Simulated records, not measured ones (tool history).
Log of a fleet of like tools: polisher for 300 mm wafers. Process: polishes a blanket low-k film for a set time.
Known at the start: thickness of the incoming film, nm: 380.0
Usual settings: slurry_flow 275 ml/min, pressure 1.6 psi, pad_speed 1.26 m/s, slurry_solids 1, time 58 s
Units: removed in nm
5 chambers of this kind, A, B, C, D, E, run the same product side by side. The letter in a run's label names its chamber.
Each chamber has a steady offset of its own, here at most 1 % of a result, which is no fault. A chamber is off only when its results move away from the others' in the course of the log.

run,hour,slurry_flow,pressure,pad_speed,slurry_solids,time,removed
# hour 1.2: chamber A: slurry blender recalibrated
1C,5.9,275,1.6,1.26,1,58,22.709
# hour 9.3: chamber C: slurry blender recalibrated
2E,15.1,275,1.6,1.26,1,58,22.741
# hour 18.9: chamber C: worn pad replaced by a new one
3A,23.8,275,1.6,1.26,1,58,22.65
4D,34.2,275,1.6,1.26,1,58,22.699
5B,39.3,275,1.6,1.26,1,58,22.556
# hour 41.3: chamber E: worn pad replaced by a new one
6A,48.4,275,1.6,1.26,1,58,22.887
# hour 48.5: chamber B: slurry nozzle cleaned
7D,56.4,275,1.6,1.26,1,58,22.521
# hour 57.1: chamber B: worn pad replaced by a new one
8C,66.5,275,1.6,1.26,1,58,22.522
9E,75.9,275,1.6,1.26,1,58,22.557
10B,85.9,275,1.6,1.26,1,58,22.694
11A,91.5,275,1.6,1.26,1,58,22.684
# hour 93.2: chamber C: head pressure recalibrated
# hour 93.5: chamber C: worn pad replaced by a new one
# hour 94.6: chamber A: worn pad replaced by a new one
12B,99.3,275,1.6,1.26,1,58,22.897
# hour 99.5: chamber D: slurry blender recalibrated
# hour 100.8: chamber B: head pressure recalibrated
13D,106.5,275,1.1,1.26,1,45,12.066
# hour 107.3: chamber D: worn pad replaced by a new one
# hour 107.6: chamber E: slurry blender recalibrated
# hour 113: chamber A: head pressure recalibrated
14E,117.8,275,1.1,1.26,1,45,11.964
# hour 122.2: chamber E: worn pad replaced by a new one
15C,123.5,275,1.1,1.26,1,45,12.032
16C,134.6,275,1.1,1.26,1,45,11.873
# hour 134.8: chamber B: worn pad replaced by a new one
# hour 139.6: chamber B: slurry blender recalibrated
# hour 142.4: chamber D: head pressure recalibrated
17D,145.9,275,1.1,1.26,1,45,12.075
18A,154,275,1.6,1.26,1,58,22.538
19B,162.4,275,1.6,1.26,1,58,22.779
# hour 162.8: chamber D: slurry nozzle cleaned
# hour 169.2: chamber C: worn pad replaced by a new one
20E,169.7,275,1.6,1.26,1,58,22.962
# hour 172.7: chamber E: conditioning disc replaced and pad reconditioned
21B,177.1,275,1.6,1.26,1,58,22.832
# hour 182.2: chamber C: slurry blender recalibrated
22A,188.1,275,1.6,1.26,1,58,22.784
# hour 191.8: chamber E: worn pad replaced by a new one
23C,194.4,275,1.8,1.26,1,43,18.761
# hour 197.5: chamber C: conditioning disc replaced and pad reconditioned
# hour 199.5: chamber E: head pressure recalibrated
24D,201.5,275,1.8,1.26,1,43,19.043
# hour 205.6: chamber B: worn pad replaced by a new one
# hour 211.8: chamber A: worn pad replaced by a new one
25E,212.6,275,1.8,1.26,1,43,17.294
26A,222.1,275,1.8,1.26,1,43,18.875
# hour 231.7: chamber C: worn pad replaced by a new one
27E,231.7,275,1.8,1.26,1,43,17.244
28D,240.7,275,1.6,1.26,1,58,22.623
# hour 241.5: chamber D: worn pad replaced by a new one
29C,245.9,275,1.6,1.26,1,58,22.423
30B,255.7,275,1.6,1.26,1,58,22.818
# hour 262.2: chamber E: worn pad replaced by a new one
31D,267,275,1.6,1.26,1,58,22.667
# hour 268.1: chamber D: slurry blender recalibrated
32A,272.2,275,1.6,1.26,1,58,22.895
33B,278.9,275,1.6,1.26,1,58,22.637
34E,284.7,275,1.6,1.64,1,42,18.632
# hour 285.6: chamber B: worn pad replaced by a new one
# hour 294.6: chamber E: slurry blender recalibrated
35C,295.1,275,1.6,1.64,1,42,20.163
# hour 295.7: chamber C: worn pad replaced by a new one
36A,304.3,275,1.6,1.64,1,42,20.174
37B,310.2,275,1.6,1.64,1,42,20.53
# hour 315: chamber E: slurry nozzle cleaned
38C,317.7,275,1.6,1.64,1,42,20.307
39E,322.9,275,1.6,1.26,1,58,20.681
# hour 327.7: chamber D: conditioning disc replaced and pad reconditioned
40D,331.1,275,1.6,1.26,1,58,22.753
# hour 338.4: chamber B: slurry nozzle cleaned
41B,341.4,275,1.6,1.26,1,58,22.411
# hour 342.9: chamber A: worn pad replaced by a new one
42A,352.2,325,1.6,1.26,1.2,58,25.128
# hour 360.7: chamber C: worn pad replaced by a new one
# hour 360.9: chamber C: slurry nozzle cleaned
# hour 361.4: chamber C: slurry blender recalibrated
43C,361.4,325,1.6,1.26,1.2,58,24.974

Next, every chamber runs the same settings. What will each give?
44A,369.6,275,1.6,1.26,1,58,?
44B,369.6,275,1.6,1.26,1,58,?
44C,369.6,275,1.6,1.26,1,58,?
44D,369.6,275,1.6,1.26,1,58,?
44E,369.6,275,1.6,1.26,1,58,?

run,removed
44A,22.465
44B,22.882
44C,22.496
44D,22.735
44E,20.472

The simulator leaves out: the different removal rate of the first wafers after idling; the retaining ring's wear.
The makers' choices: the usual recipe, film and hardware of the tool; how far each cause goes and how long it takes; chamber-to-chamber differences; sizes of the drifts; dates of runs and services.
